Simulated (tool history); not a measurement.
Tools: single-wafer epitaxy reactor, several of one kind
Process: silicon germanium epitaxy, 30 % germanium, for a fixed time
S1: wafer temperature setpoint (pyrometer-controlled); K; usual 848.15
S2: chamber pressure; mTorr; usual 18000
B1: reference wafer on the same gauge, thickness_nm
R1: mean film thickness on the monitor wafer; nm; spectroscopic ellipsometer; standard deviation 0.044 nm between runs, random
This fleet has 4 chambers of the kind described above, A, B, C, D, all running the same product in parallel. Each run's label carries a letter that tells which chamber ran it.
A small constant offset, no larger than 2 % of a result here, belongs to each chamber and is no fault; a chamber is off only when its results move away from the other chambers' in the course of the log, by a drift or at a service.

| run | day | S1 | S2 | B1 | R1 |
|---|---|---|---|---|---|
| 1C | 0.517 | 848.15 | 18000 | 36.703 | 35.505 |
| 2B | 0.833 | 848.15 | 18000 | 36.716 | 35.176 |
| 3D | 1.15 | 848.15 | 18000 | 36.713 | 36.092 |
| 4A | 1.65 | 848.15 | 18000 | 36.739 | 35.611 |
| 5D | 2.154 | 837.15 | 14400 | 36.72 | 26.533 |
| 6B | 2.642 | 837.15 | 14400 | 36.729 | 25.827 |
| 7C | 3.225 | 837.15 | 14400 | 36.733 | 26.238 |
| 8A | 3.658 | 837.15 | 14400 | 36.743 | 26.342 |
| 9B | 4.125 | 848.15 | 18000 | 36.753 | 35.212 |
| 10C | 4.642 | 861.15 | 20200 | 36.754 | 47.741 |
| 11A | 5.192 | 861.15 | 20200 | 36.759 | 47.632 |
| 12D | 5.771 | 861.15 | 20200 | 36.769 | 48.385 |
| 13D | 6.346 | 861.15 | 20200 | 36.773 | 48.35 |
| 14A | 6.662 | 848.15 | 18000 | 36.781 | 35.742 |
| 15B | 7.046 | 854.15 | 21700 | 36.781 | 42.676 |
| 16C | 7.417 | 854.15 | 21700 | 36.78 | 42.994 |
| 17A | 7.733 | 854.15 | 21700 | 36.783 | 43.004 |
|  | 8.217 | chamber D: pyrometer calibrated |
| 18D | 8.238 | 854.15 | 21700 | 36.811 | 43.653 |
| 19C | 8.604 | 848.15 | 18000 | 36.795 | 35.594 |
| 20B | 9.171 | 848.15 | 18000 | 36.799 | 35.22 |
| 21B | 9.45 | 848.15 | 18000 | 36.822 | 35.233 |
| 22D | 10.021 | 848.15 | 18000 | 36.81 | 36.151 |
| 23C | 10.567 | 848.15 | 18000 | 36.819 | 35.603 |
| 24A | 11.088 | 848.15 | 18000 | 36.827 | 35.68 |
| 25D | 11.55 | 848.15 | 18000 | 36.828 | 36.122 |
| 26B | 12.1 | 848.15 | 18000 | 36.828 | 35.293 |
| 27C | 12.446 | 848.15 | 18000 | 36.84 | 35.678 |
| 28A | 12.721 | 848.15 | 18000 | 36.842 | 35.765 |
|  | 12.725 | chamber C: capacitance manometer re-zeroed and calibrated |
| 29A | 12.996 | 856.15 | 18000 | 36.84 | 41.592 |
| 30D | 13.425 | 856.15 | 18000 | 36.852 | 42.161 |
| 31B | 13.879 | 856.15 | 18000 | 36.853 | 41.205 |
| 32C | 14.129 | 856.15 | 18000 | 36.853 | 41.616 |
| 33A | 14.638 | 856.15 | 18000 | 36.871 | 41.65 |
| 34B | 15.05 | 856.15 | 18000 | 36.877 | 41.228 |
| 35C | 15.317 | 856.15 | 18000 | 36.879 | 41.58 |
| 36D | 15.738 | 856.15 | 18000 | 36.88 | 42.148 |

Has any chamber moved away from the others, gradually or after a service, or does the common gauge drift, or do the chambers differ only by their own small steady offsets? State the chamber and the most likely cause if one applies.

Every chamber seems to shift together because the gauge that measures them all drifts; the chambers themselves are fine.
Cause: gauge reads high (%) = 0.506.
